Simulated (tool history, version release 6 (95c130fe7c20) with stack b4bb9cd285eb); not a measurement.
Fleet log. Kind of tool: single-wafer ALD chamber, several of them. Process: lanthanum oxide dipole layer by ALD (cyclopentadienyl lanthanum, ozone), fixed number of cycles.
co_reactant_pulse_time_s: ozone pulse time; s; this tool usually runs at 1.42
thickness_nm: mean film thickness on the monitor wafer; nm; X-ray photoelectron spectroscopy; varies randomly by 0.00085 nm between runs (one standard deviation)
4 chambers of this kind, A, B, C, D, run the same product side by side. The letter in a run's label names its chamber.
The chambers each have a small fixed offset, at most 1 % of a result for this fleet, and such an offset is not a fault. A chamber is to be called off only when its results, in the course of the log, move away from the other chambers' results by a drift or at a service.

run,hour,co_reactant_pulse_time_s,hours since the last thermocouple change,hours since the last ozone generator service,"read-back reference wafer on the same gauge, thickness_nm",thickness_nm
1D,4.3,1.42,940.7,423.3,0.59713,0.54837
2B,8.4,1.42,1658.5,638.9,0.59721,0.54054
3A,10.6,1.42,1798.5,1023.9,0.59741,0.54932
4C,13.6,1.42,1384.2,1147.7,0.59733,0.54989
5D,16.8,1.42,953.2,435.8,0.59742,0.54781
6B,20.1,1.42,1670.2,650.6,0.59755,0.54338
7A,22.1,1.42,1810,1035.4,0.59769,0.54984
8C,24.4,1.65,1395,1158.5,0.59752,0.56331
9B,28.4,1.65,1678.5,658.9,0.59775,0.55536
10A,30.7,1.65,1818.6,1044,0.59785,0.56303
11D,32.6,1.65,969,451.6,0.59818,0.55916
12C,35.4,1.42,1406,1169.5,0.59813,0.55151
13C,37.7,1.42,1408.3,1171.8,0.5981,0.54905
14A,40.8,1.42,1828.7,1054.1,0.59798,0.55109
15D,43.4,1.42,979.8,462.4,0.59817,0.54819
16B,47.1,1.42,1697.2,677.6,0.59822,0.54345
17B,50.7,1.42,1700.8,681.2,0.59825,0.54268
18C,54.5,1.42,1425.1,1188.6,0.59847,0.55054
19D,58.7,1.42,995.1,477.7,0.59879,0.55016
20A,60.7,1.42,1848.6,1074,0.59853,0.55114
21C,64.1,1.42,1434.7,1198.2,0.59872,0.55299
22D,66.6,1.42,1003,485.6,0.59887,0.54806
23A,70.9,1.42,1858.8,1084.2,0.59902,0.54927
# hour 74.5: chamber C: thermocouple changed; heater temperature recalibrated
24B,74.8,1.42,1724.9,705.3,0.59911,0.5441
25C,77.5,1.42,3,1211.6,0.59925,0.55181
26A,80.1,1.42,1868,1093.4,0.59921,0.55179
27B,84.4,1.16,1734.5,714.9,0.59928,0.52174
28D,88.5,1.16,1024.9,507.5,0.59938,0.52627
29B,91.5,1.16,1741.6,722,0.59928,0.523
30D,93.4,1.16,1029.8,512.4,0.59983,0.5264
31C,96.2,1.42,21.7,1230.3,0.59983,0.55172
32A,99,1.42,1886.9,1112.3,0.59968,0.55155
33B,102.7,1.42,1752.8,733.2,0.6,0.54405
34C,105.8,1.42,31.3,1239.9,0.59967,0.5525
35D,107.7,1.42,1044.1,526.7,0.59986,0.55097
36A,109.8,1.42,1897.7,1123.1,0.59999,0.55238
37D,113.2,1.42,1049.6,532.2,0.60024,0.54931
38A,116.8,1.42,1904.7,1130.1,0.60059,0.55223
39C,120.4,0.96,45.9,1254.5,0.60032,0.50077
40B,124.1,0.96,1774.2,754.6,0.6004,0.49749
41B,126.6,0.96,1776.7,757.1,0.60047,0.49704
42C,129.7,0.96,55.2,1263.8,0.60061,0.50114
43D,133.4,1.42,1069.8,552.4,0.60052,0.55163

Which is it: a chamber that has drifted or been left off by a service, a gauge drift common to all chambers, or only each chamber's usual small offset? If a chamber is off, name it and its likeliest cause.

It is the gauge, not a chamber: its drift shows up in every chamber's results at once, and no chamber is off.
Most likely cause: gauge reads high (%) = 0.637.
